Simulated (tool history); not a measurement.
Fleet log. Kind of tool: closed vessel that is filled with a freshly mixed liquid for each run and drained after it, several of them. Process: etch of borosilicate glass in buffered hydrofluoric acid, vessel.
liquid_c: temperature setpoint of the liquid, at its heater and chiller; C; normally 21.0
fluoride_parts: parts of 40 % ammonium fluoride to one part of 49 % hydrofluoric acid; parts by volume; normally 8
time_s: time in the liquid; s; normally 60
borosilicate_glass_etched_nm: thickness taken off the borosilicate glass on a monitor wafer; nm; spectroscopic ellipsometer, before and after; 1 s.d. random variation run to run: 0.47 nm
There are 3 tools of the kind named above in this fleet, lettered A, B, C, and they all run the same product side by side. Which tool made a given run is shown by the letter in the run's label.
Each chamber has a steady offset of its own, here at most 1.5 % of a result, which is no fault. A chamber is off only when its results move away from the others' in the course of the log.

run,hour,liquid_c,fluoride_parts,time_s,"read-back film thickness of the borosilicate glass reference wafer, read on the same gauge (nm)",borosilicate_glass_etched_nm
1C,9.6,21.0,8,60,29.999,75.358
2A,16.1,21.0,8,60,30.005,76.696
3B,20.6,21.0,8,60,30.006,77.993
4A,29.2,21.0,8,60,29.987,76.659
5C,33.9,21.0,8,60,29.999,75.920
# hour 43.1: chamber C: thermometer replaced
6B,44.0,21.0,8,60,29.982,77.096
7B,50.8,21.0,8,60,30.018,78.039
8C,59.0,21.0,8,60,30.016,76.282
9A,63.7,21.0,8,60,29.984,77.193
10A,70.2,21.0,8,60,30.018,77.082
11B,75.8,21.0,8,60,30.027,77.913
12C,80.5,21.0,8,60,30.016,76.548
13B,87.9,25.5,6,60,29.990,134.090
14C,93.0,25.5,6,60,30.017,129.160
15A,103.0,25.5,6,60,29.990,129.170
16C,113.0,21.0,8,60,30.006,76.753
17B,122.9,21.0,8,60,30.015,79.428
18A,130.7,21.0,8,60,29.982,77.413
19C,138.7,26.0,8,30,30.001,49.716
20B,146.9,26.0,8,30,29.990,52.664
21A,153.9,26.0,8,30,29.977,50.136
22A,158.4,21.0,8,50,30.011,64.417
23B,165.1,21.0,8,50,29.987,67.494

One chamber off, gauge drift, or nothing amiss beyond the chambers' own small offsets? If it is a chamber, which one, and what is the likeliest cause?

It is chamber B that slowly wanders off from its peers.
Likeliest cause: hydrofluoric acid flow above the setpoint (%) = 4.04.
From this log alone, it may not be told apart from: liquid hotter than its thermometer reads (K).

Below are 4 candidate recipes for chamber B's next run, each the usual settings with a change, their results shown as question marks. Which of them brings B's results back in line with what the other chambers give on the usual settings?
Maximum distance from the other chambers' mean on the usual settings for a result to count as in line: borosilicate_glass_etched_nm 1.600 nm
24B-1,172.4,21.5,7.5,60,,?
24B-2,172.4,20.0,8.0,60,,?
24B-3,172.4,22.0,8.0,60,,?
24B-4,172.4,20.5,8.5,60,,?

Average result of the remaining chambers running the usual settings: borosilicate_glass_etched_nm 76.576 nm
run,borosilicate_glass_etched_nm
24B-1,89.063
24B-2,76.291
24B-3,85.170
24B-4,73.331
It is 24B-2 that realigns the chamber with its peers.

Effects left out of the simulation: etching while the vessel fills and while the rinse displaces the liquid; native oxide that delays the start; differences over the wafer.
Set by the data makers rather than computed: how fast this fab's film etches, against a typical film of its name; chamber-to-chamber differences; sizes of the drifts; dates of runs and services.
